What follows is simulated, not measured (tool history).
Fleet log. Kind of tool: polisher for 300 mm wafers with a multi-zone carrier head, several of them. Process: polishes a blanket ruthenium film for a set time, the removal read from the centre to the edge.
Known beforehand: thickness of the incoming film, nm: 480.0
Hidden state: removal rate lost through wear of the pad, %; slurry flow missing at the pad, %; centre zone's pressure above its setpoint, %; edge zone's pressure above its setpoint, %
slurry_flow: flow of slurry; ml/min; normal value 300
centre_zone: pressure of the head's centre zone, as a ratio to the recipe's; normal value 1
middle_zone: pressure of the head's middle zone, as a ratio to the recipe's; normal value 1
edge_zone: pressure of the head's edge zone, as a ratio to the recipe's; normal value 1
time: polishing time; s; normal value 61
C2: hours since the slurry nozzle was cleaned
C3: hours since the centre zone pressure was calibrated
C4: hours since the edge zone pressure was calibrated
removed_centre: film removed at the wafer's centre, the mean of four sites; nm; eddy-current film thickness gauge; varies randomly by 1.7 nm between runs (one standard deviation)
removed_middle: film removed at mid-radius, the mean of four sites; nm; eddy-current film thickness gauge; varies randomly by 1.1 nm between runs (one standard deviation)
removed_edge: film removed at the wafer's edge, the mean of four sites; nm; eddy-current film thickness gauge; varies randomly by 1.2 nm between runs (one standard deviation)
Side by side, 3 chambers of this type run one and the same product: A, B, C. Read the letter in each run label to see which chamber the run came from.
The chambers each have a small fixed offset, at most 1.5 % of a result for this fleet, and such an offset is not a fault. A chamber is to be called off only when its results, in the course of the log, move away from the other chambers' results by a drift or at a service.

-- hour=3.4 chamber A: worn pad replaced by a new one
run 1A hour=12.6 | slurry_flow=300 centre_zone=1 middle_zone=1 edge_zone=1 time=61 | wafers_polished_on_this_pad=91 C2=19.9 C3=155.2 C4=1062 | removed_centre=120.63 removed_middle=119.58 removed_edge=117.21
run 2C hour=22.6 | slurry_flow=300 centre_zone=1 middle_zone=1 edge_zone=1 time=61 | wafers_polished_on_this_pad=248 C2=197.1 C3=278.1 C4=97.5 | removed_centre=117.2 removed_middle=119.11 removed_edge=119.62
-- hour=24.5 chamber B: worn pad replaced by a new one
run 3B hour=30 | slurry_flow=300 centre_zone=1 middle_zone=1 edge_zone=1 time=61 | wafers_polished_on_this_pad=54 C2=239.4 C3=313.3 C4=302.3 | removed_centre=119.63 removed_middle=120.99 removed_edge=119.04
run 4C hour=43.7 | slurry_flow=300 centre_zone=1 middle_zone=1 edge_zone=1 time=61 | wafers_polished_on_this_pad=456 C2=218.2 C3=299.2 C4=118.6 | removed_centre=116.47 removed_middle=119.41 removed_edge=118.1
run 5B hour=54.3 | slurry_flow=300 centre_zone=1 middle_zone=1 edge_zone=1 time=61 | wafers_polished_on_this_pad=294 C2=263.7 C3=337.6 C4=326.6 | removed_centre=118.84 removed_middle=119.47 removed_edge=114.77
run 6A hour=62.6 | slurry_flow=300 centre_zone=1 middle_zone=1 edge_zone=1 time=61 | wafers_polished_on_this_pad=583 C2=69.9 C3=205.2 C4=1112 | removed_centre=119.46 removed_middle=118.16 removed_edge=118.61
run 7C hour=74.7 | slurry_flow=300 centre_zone=1 middle_zone=1 edge_zone=1 time=61 | wafers_polished_on_this_pad=761 C2=249.2 C3=330.2 C4=149.6 | removed_centre=115.44 removed_middle=117.67 removed_edge=122
-- hour=75.8 chamber A: worn pad replaced by a new one
run 8A hour=86.2 | slurry_flow=300 centre_zone=1 middle_zone=1 edge_zone=1 time=61 | wafers_polished_on_this_pad=102 C2=93.5 C3=228.8 C4=1135.6 | removed_centre=119.03 removed_middle=118.92 removed_edge=118.98
-- hour=96 chamber B: worn pad replaced by a new one
run 9B hour=99.2 | slurry_flow=300 centre_zone=1 middle_zone=1 edge_zone=1 time=61 | wafers_polished_on_this_pad=32 C2=308.6 C3=382.5 C4=371.5 | removed_centre=118.08 removed_middle=121.68 removed_edge=118.98
run 10B hour=105.6 | slurry_flow=300 centre_zone=1 middle_zone=1 edge_zone=1 time=61 | wafers_polished_on_this_pad=95 C2=315 C3=388.9 C4=377.9 | removed_centre=120.07 removed_middle=119.87 removed_edge=119.76
run 11A hour=115.6 | slurry_flow=300 centre_zone=1 middle_zone=1 edge_zone=1.04 time=54 | wafers_polished_on_this_pad=392 C2=122.9 C3=258.2 C4=1165 | removed_centre=105.83 removed_middle=106.15 removed_edge=105.71
run 12C hour=123.5 | slurry_flow=300 centre_zone=1 middle_zone=1 edge_zone=1.04 time=54 | wafers_polished_on_this_pad=1242 C2=298 C3=379 C4=198.4 | removed_centre=104.89 removed_middle=103.5 removed_edge=109.18
run 13A hour=135.8 | slurry_flow=300 centre_zone=1 middle_zone=1 edge_zone=1.04 time=54 | wafers_polished_on_this_pad=591 C2=143.1 C3=278.4 C4=1185.2 | removed_centre=104.8 removed_middle=105.71 removed_edge=107.67
run 14B hour=143.6 | slurry_flow=300 centre_zone=0.96 middle_zone=1 edge_zone=1 time=61 | wafers_polished_on_this_pad=469 C2=353 C3=426.9 C4=415.9 | removed_centre=112.42 removed_middle=118.26 removed_edge=116.36
-- hour=156.6 chamber A: worn pad replaced by a new one
run 15C hour=157 | slurry_flow=300 centre_zone=0.96 middle_zone=1 edge_zone=1 time=61 | wafers_polished_on_this_pad=1572 C2=331.5 C3=412.5 C4=231.9 | removed_centre=113.04 removed_middle=116.9 removed_edge=120.67
run 16B hour=165.2 | slurry_flow=300 centre_zone=0.96 middle_zone=1 edge_zone=1 time=61 | wafers_polished_on_this_pad=682 C2=374.6 C3=448.5 C4=437.5 | removed_centre=111.7 removed_middle=117.49 removed_edge=116.48
-- hour=169.2 chamber C: worn pad replaced by a new one
-- hour=171.3 chamber B: worn pad replaced by a new one
run 17A hour=175.4 | slurry_flow=300 centre_zone=1 middle_zone=1 edge_zone=1 time=61 | wafers_polished_on_this_pad=185 C2=182.7 C3=318 C4=1224.8 | removed_centre=120.47 removed_middle=120.76 removed_edge=118.91
run 18C hour=182.7 | slurry_flow=300 centre_zone=1 middle_zone=1 edge_zone=1 time=61 | wafers_polished_on_this_pad=133 C2=357.2 C3=438.2 C4=257.6 | removed_centre=117.71 removed_middle=118.89 removed_edge=120.16
-- hour=188.9 chamber A: edge zone pressure recalibrated
run 19B hour=191.6 | slurry_flow=375 centre_zone=1 middle_zone=1 edge_zone=1 time=61 | wafers_polished_on_this_pad=200 C2=401 C3=474.9 C4=463.9 | removed_centre=118.71 removed_middle=122.99 removed_edge=118.16
run 20A hour=200.8 | slurry_flow=375 centre_zone=1 middle_zone=1 edge_zone=1 time=61 | wafers_polished_on_this_pad=435 C2=208.1 C3=343.4 C4=11.9 | removed_centre=121.66 removed_middle=121.17 removed_edge=118.12
run 21C hour=212.1 | slurry_flow=375 centre_zone=1 middle_zone=1 edge_zone=1 time=61 | wafers_polished_on_this_pad=423 C2=386.6 C3=467.6 C4=287 | removed_centre=118.09 removed_middle=122.1 removed_edge=122.04
run 22C hour=222.2 | slurry_flow=300 centre_zone=0.96 middle_zone=1 edge_zone=1 time=69 | wafers_polished_on_this_pad=522 C2=396.7 C3=477.7 C4=297.1 | removed_centre=129.01 removed_middle=134.21 removed_edge=134.71
run 23B hour=229.5 | slurry_flow=300 centre_zone=0.96 middle_zone=1 edge_zone=1 time=69 | wafers_polished_on_this_pad=573 C2=438.9 C3=512.8 C4=501.8 | removed_centre=129.26 removed_middle=134.23 removed_edge=131.53
-- hour=230.9 chamber A: worn pad replaced by a new one
run 24A hour=239.6 | slurry_flow=300 centre_zone=0.96 middle_zone=1 edge_zone=1 time=69 | wafers_polished_on_this_pad=85 C2=246.9 C3=382.2 C4=50.7 | removed_centre=128.65 removed_middle=136.03 removed_edge=135.29
-- hour=246 chamber B: worn pad replaced by a new one
run 25B hour=246.8 | slurry_flow=300 centre_zone=1 middle_zone=1 edge_zone=1 time=61 | wafers_polished_on_this_pad=8 C2=456.2 C3=530.1 C4=519.1 | removed_centre=119.25 removed_middle=118.67 removed_edge=119.26
run 26A hour=259.7 | slurry_flow=300 centre_zone=1 middle_zone=1 edge_zone=1 time=61 | wafers_polished_on_this_pad=283 C2=267 C3=402.3 C4=70.8 | removed_centre=119.19 removed_middle=119.15 removed_edge=117.67
-- hour=269.8 chamber A: centre zone pressure recalibrated
run 27C hour=272.4 | slurry_flow=300 centre_zone=1 middle_zone=1 edge_zone=1 time=61 | wafers_polished_on_this_pad=1016 C2=446.9 C3=527.9 C4=347.3 | removed_centre=117.27 removed_middle=119.14 removed_edge=117.99
run 28B hour=280.8 | slurry_flow=300 centre_zone=1 middle_zone=1 edge_zone=1 time=61 | wafers_polished_on_this_pad=342 C2=490.2 C3=564.1 C4=553.1 | removed_centre=118.59 removed_middle=118.82 removed_edge=118.82
run 29C hour=294.5 | slurry_flow=300 centre_zone=1 middle_zone=1 edge_zone=0.9 time=61 | wafers_polished_on_this_pad=1234 C2=469 C3=550 C4=369.4 | removed_centre=117.7 removed_middle=118.6 removed_edge=114.16
run 30A hour=305 | slurry_flow=300 centre_zone=1 middle_zone=1 edge_zone=0.9 time=61 | wafers_polished_on_this_pad=729 C2=312.3 C3=35.2 C4=116.1 | removed_centre=120.27 removed_middle=119.11 removed_edge=111.16
run 31B hour=312.8 | slurry_flow=300 centre_zone=1 middle_zone=1 edge_zone=0.9 time=61 | wafers_polished_on_this_pad=658 C2=522.2 C3=596.1 C4=585.1 | removed_centre=118.12 removed_middle=120.97 removed_edge=111.8
-- hour=318.4 chamber A: worn pad replaced by a new one
run 32C hour=321.8 | slurry_flow=300 centre_zone=1 middle_zone=1 edge_zone=1 time=51 | wafers_polished_on_this_pad=1503 C2=496.3 C3=577.3 C4=396.7 | removed_centre=98.292 removed_middle=98.706 removed_edge=98.847
-- hour=322.5 chamber C: worn pad replaced by a new one
-- hour=325.7 chamber B: worn pad replaced by a new one
run 33A hour=328.2 | slurry_flow=300 centre_zone=1 middle_zone=1 edge_zone=1 time=51 | wafers_polished_on_this_pad=97 C2=335.5 C3=58.4 C4=139.3 | removed_centre=99.332 removed_middle=99.462 removed_edge=100.32
run 34A hour=340.6 | slurry_flow=300 centre_zone=1 middle_zone=1 edge_zone=1 time=51 | wafers_polished_on_this_pad=219 C2=347.9 C3=70.8 C4=151.7 | removed_centre=96.458 removed_middle=98.635 removed_edge=100.8
run 35B hour=353.2 | slurry_flow=300 centre_zone=1 middle_zone=1 edge_zone=1 time=61 | wafers_polished_on_this_pad=271 C2=562.6 C3=636.5 C4=625.5 | removed_centre=116.69 removed_middle=120.72 removed_edge=118.78
run 36C hour=361.8 | slurry_flow=300 centre_zone=1 middle_zone=1 edge_zone=1 time=61 | wafers_polished_on_this_pad=387 C2=536.3 C3=617.3 C4=436.7 | removed_centre=116.84 removed_middle=118.59 removed_edge=119.02
run 37C hour=369.3 | slurry_flow=300 centre_zone=1 middle_zone=1 edge_zone=1 time=61 | wafers_polished_on_this_pad=460 C2=543.8 C3=624.8 C4=444.2 | removed_centre=115.97 removed_middle=118.41 removed_edge=119.9
run 38A hour=379.6 | slurry_flow=300 centre_zone=1 middle_zone=1 edge_zone=1 time=61 | wafers_polished_on_this_pad=603 C2=386.9 C3=109.8 C4=190.7 | removed_centre=118.48 removed_middle=118.98 removed_edge=119.61
run 39B hour=387.3 | slurry_flow=300 centre_zone=1 middle_zone=1 edge_zone=1 time=55 | wafers_polished_on_this_pad=606 C2=596.7 C3=670.6 C4=659.6 | removed_centre=109.69 removed_middle=107.85 removed_edge=107.3
run 40A hour=393.3 | slurry_flow=300 centre_zone=1 middle_zone=1 edge_zone=1 time=55 | wafers_polished_on_this_pad=738 C2=400.6 C3=123.5 C4=204.4 | removed_centre=105.95 removed_middle=106.3 removed_edge=106.93

Decide between three cases: one chamber stands off from its peers, the gauge reading all wafers drifts, or nothing is wrong past each chamber's small offset. Where a chamber is off, say which and what most likely put it there.

Beyond each chamber's small constant offset nothing stands out, and the gauge stays steady.
